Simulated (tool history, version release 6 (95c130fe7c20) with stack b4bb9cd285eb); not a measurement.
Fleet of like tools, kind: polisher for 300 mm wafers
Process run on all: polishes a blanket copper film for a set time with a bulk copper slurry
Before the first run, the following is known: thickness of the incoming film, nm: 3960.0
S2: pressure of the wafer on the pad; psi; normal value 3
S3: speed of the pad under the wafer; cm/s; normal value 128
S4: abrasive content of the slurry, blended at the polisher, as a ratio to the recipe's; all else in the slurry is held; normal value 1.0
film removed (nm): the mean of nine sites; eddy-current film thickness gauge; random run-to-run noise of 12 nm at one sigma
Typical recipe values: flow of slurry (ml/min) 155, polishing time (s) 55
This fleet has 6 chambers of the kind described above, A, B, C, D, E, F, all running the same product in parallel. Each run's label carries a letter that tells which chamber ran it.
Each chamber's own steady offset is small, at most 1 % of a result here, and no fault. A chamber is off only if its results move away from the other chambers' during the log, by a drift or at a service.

run 1F hour=4.9 | flow_of_slurry_(ml/min)=155 S2=3 S3=128 S4=1.0 polishing_time_(s)=55 | film_removed_(nm)=819.02
-- hour=8.4 chamber E: worn pad replaced by a new one
run 2D hour=9.5 | flow_of_slurry_(ml/min)=155 S2=3 S3=128 S4=1.0 polishing_time_(s)=55 | film_removed_(nm)=823.47
run 3B hour=18.2 | flow_of_slurry_(ml/min)=155 S2=3 S3=128 S4=1.0 polishing_time_(s)=55 | film_removed_(nm)=813.65
run 4A hour=27.5 | flow_of_slurry_(ml/min)=155 S2=3 S3=128 S4=1.0 polishing_time_(s)=55 | film_removed_(nm)=820.60
-- hour=28.2 chamber B: worn pad replaced by a new one
run 5C hour=36.6 | flow_of_slurry_(ml/min)=155 S2=3 S3=128 S4=1.0 polishing_time_(s)=55 | film_removed_(nm)=818.99
run 6E hour=45.5 | flow_of_slurry_(ml/min)=175 S2=3 S3=128 S4=1.0 polishing_time_(s)=55 | film_removed_(nm)=830.41
run 7A hour=55.2 | flow_of_slurry_(ml/min)=175 S2=3 S3=128 S4=1.0 polishing_time_(s)=55 | film_removed_(nm)=835.31
-- hour=59.4 chamber A: worn pad replaced by a new one
run 8C hour=64.3 | flow_of_slurry_(ml/min)=175 S2=3 S3=128 S4=1.0 polishing_time_(s)=55 | film_removed_(nm)=834.07
run 9D hour=70.3 | flow_of_slurry_(ml/min)=175 S2=3 S3=128 S4=1.0 polishing_time_(s)=55 | film_removed_(nm)=844.68
-- hour=72.9 chamber C: slurry blender recalibrated
run 10B hour=77.0 | flow_of_slurry_(ml/min)=175 S2=3 S3=128 S4=1.0 polishing_time_(s)=55 | film_removed_(nm)=850.87
-- hour=79.4 chamber F: slurry blender recalibrated
-- hour=82.1 chamber C: worn pad replaced by a new one
run 11F hour=82.3 | flow_of_slurry_(ml/min)=175 S2=3 S3=128 S4=1.0 polishing_time_(s)=55 | film_removed_(nm)=843.43
run 12E hour=89.2 | flow_of_slurry_(ml/min)=155 S2=3 S3=128 S4=1.0 polishing_time_(s)=55 | film_removed_(nm)=820.30
-- hour=93.7 chamber F: worn pad replaced by a new one
run 13A hour=94.2 | flow_of_slurry_(ml/min)=155 S2=3 S3=128 S4=1.0 polishing_time_(s)=55 | film_removed_(nm)=807.47
-- hour=96.9 chamber D: worn pad replaced by a new one
run 14C hour=101.1 | flow_of_slurry_(ml/min)=155 S2=3 S3=128 S4=1.0 polishing_time_(s)=55 | film_removed_(nm)=824.45
run 15E hour=110.9 | flow_of_slurry_(ml/min)=155 S2=3 S3=128 S4=1.0 polishing_time_(s)=55 | film_removed_(nm)=831.45
run 16F hour=116.0 | flow_of_slurry_(ml/min)=155 S2=3 S3=128 S4=1.0 polishing_time_(s)=55 | film_removed_(nm)=817.45
-- hour=119.6 chamber E: worn pad replaced by a new one
run 17B hour=126.0 | flow_of_slurry_(ml/min)=155 S2=3 S3=128 S4=1.0 polishing_time_(s)=49 | film_removed_(nm)=720.94
-- hour=127.3 chamber A: head pressure recalibrated
run 18D hour=130.9 | flow_of_slurry_(ml/min)=155 S2=3 S3=128 S4=1.0 polishing_time_(s)=49 | film_removed_(nm)=741.01
-- hour=131.5 chamber A: worn pad replaced by a new one
run 19A hour=137.9 | flow_of_slurry_(ml/min)=155 S2=3 S3=128 S4=1.0 polishing_time_(s)=49 | film_removed_(nm)=655.74
-- hour=140.1 chamber B: worn pad replaced by a new one
run 20B hour=147.6 | flow_of_slurry_(ml/min)=155 S2=3 S3=128 S4=1.0 polishing_time_(s)=49 | film_removed_(nm)=720.36
run 21C hour=154.6 | flow_of_slurry_(ml/min)=155 S2=3 S3=128 S4=1.0 polishing_time_(s)=49 | film_removed_(nm)=734.14
run 22E hour=160.8 | flow_of_slurry_(ml/min)=155 S2=3 S3=128 S4=1.0 polishing_time_(s)=49 | film_removed_(nm)=723.86
-- hour=167.3 chamber D: slurry blender recalibrated
run 23D hour=169.6 | flow_of_slurry_(ml/min)=155 S2=3 S3=128 S4=1.0 polishing_time_(s)=55 | film_removed_(nm)=838.09
run 24F hour=178.1 | flow_of_slurry_(ml/min)=155 S2=3 S3=128 S4=0.9 polishing_time_(s)=55 | film_removed_(nm)=801.69
run 25F hour=185.0 | flow_of_slurry_(ml/min)=155 S2=3 S3=128 S4=0.9 polishing_time_(s)=55 | film_removed_(nm)=811.33
-- hour=187.5 chamber C: slurry nozzle cleaned
run 26E hour=190.5 | flow_of_slurry_(ml/min)=155 S2=3 S3=128 S4=0.9 polishing_time_(s)=55 | film_removed_(nm)=799.58
run 27D hour=196.4 | flow_of_slurry_(ml/min)=155 S2=3 S3=128 S4=0.9 polishing_time_(s)=55 | film_removed_(nm)=822.15
-- hour=205.4 chamber B: slurry blender recalibrated
-- hour=206.1 chamber D: worn pad replaced by a new one
run 28A hour=206.3 | flow_of_slurry_(ml/min)=155 S2=3 S3=128 S4=0.9 polishing_time_(s)=55 | film_removed_(nm)=707.05
-- hour=213.4 chamber A: slurry blender recalibrated
run 29C hour=216.4 | flow_of_slurry_(ml/min)=155 S2=3 S3=128 S4=0.9 polishing_time_(s)=55 | film_removed_(nm)=808.14
-- hour=217.6 chamber A: worn pad replaced by a new one
-- hour=223.9 chamber C: worn pad replaced by a new one
run 30B hour=224.7 | flow_of_slurry_(ml/min)=155 S2=3 S3=128 S4=1.0 polishing_time_(s)=55 | film_removed_(nm)=829.07
run 31E hour=229.4 | flow_of_slurry_(ml/min)=155 S2=3 S3=128 S4=1.0 polishing_time_(s)=55 | film_removed_(nm)=823.90
-- hour=232.4 chamber E: worn pad replaced by a new one
run 32B hour=236.2 | flow_of_slurry_(ml/min)=155 S2=3 S3=128 S4=1.0 polishing_time_(s)=55 | film_removed_(nm)=825.02
run 33C hour=245.6 | flow_of_slurry_(ml/min)=110 S2=3 S3=128 S4=1.0 polishing_time_(s)=55 | film_removed_(nm)=748.46
-- hour=253.1 chamber F: slurry nozzle cleaned
run 34A hour=255.7 | flow_of_slurry_(ml/min)=110 S2=3 S3=128 S4=1.0 polishing_time_(s)=55 | film_removed_(nm)=674.77
-- hour=257.8 chamber B: worn pad replaced by a new one
-- hour=260.4 chamber F: worn pad replaced by a new one
run 35F hour=262.3 | flow_of_slurry_(ml/min)=110 S2=3 S3=128 S4=1.0 polishing_time_(s)=55 | film_removed_(nm)=751.37
run 36D hour=267.6 | flow_of_slurry_(ml/min)=110 S2=3 S3=128 S4=1.0 polishing_time_(s)=55 | film_removed_(nm)=763.68
run 37E hour=273.9 | flow_of_slurry_(ml/min)=110 S2=3 S3=128 S4=1.0 polishing_time_(s)=55 | film_removed_(nm)=771.41
run 38A hour=281.1 | flow_of_slurry_(ml/min)=110 S2=3 S3=128 S4=1.0 polishing_time_(s)=55 | film_removed_(nm)=671.01
run 39D hour=290.7 | flow_of_slurry_(ml/min)=155 S2=3 S3=128 S4=1.0 polishing_time_(s)=55 | film_removed_(nm)=837.84
run 40B hour=299.4 | flow_of_slurry_(ml/min)=155 S2=3 S3=128 S4=1.0 polishing_time_(s)=55 | film_removed_(nm)=823.82
run 41F hour=304.8 | flow_of_slurry_(ml/min)=155 S2=3 S3=128 S4=1.0 polishing_time_(s)=55 | film_removed_(nm)=820.84

Next, all 6 chambers run the settings below, one line each with question marks for the results. What does each chamber give?
run 42A hour=312.2 | flow_of_slurry_(ml/min)=155 S2=3 S3=128 S4=1.0 polishing_time_(s)=55 | film_removed_(nm)=?
run 42B hour=312.2 | flow_of_slurry_(ml/min)=155 S2=3 S3=128 S4=1.0 polishing_time_(s)=55 | film_removed_(nm)=?
run 42C hour=312.2 | flow_of_slurry_(ml/min)=155 S2=3 S3=128 S4=1.0 polishing_time_(s)=55 | film_removed_(nm)=?
run 42D hour=312.2 | flow_of_slurry_(ml/min)=155 S2=3 S3=128 S4=1.0 polishing_time_(s)=55 | film_removed_(nm)=?
run 42E hour=312.2 | flow_of_slurry_(ml/min)=155 S2=3 S3=128 S4=1.0 polishing_time_(s)=55 | film_removed_(nm)=?
run 42F hour=312.2 | flow_of_slurry_(ml/min)=155 S2=3 S3=128 S4=1.0 polishing_time_(s)=55 | film_removed_(nm)=?

run=42A film_removed_(nm)=721.67
run=42B film_removed_(nm)=826.71
run=42C film_removed_(nm)=835.40
run=42D film_removed_(nm)=816.42
run=42E film_removed_(nm)=822.20
run=42F film_removed_(nm)=827.04
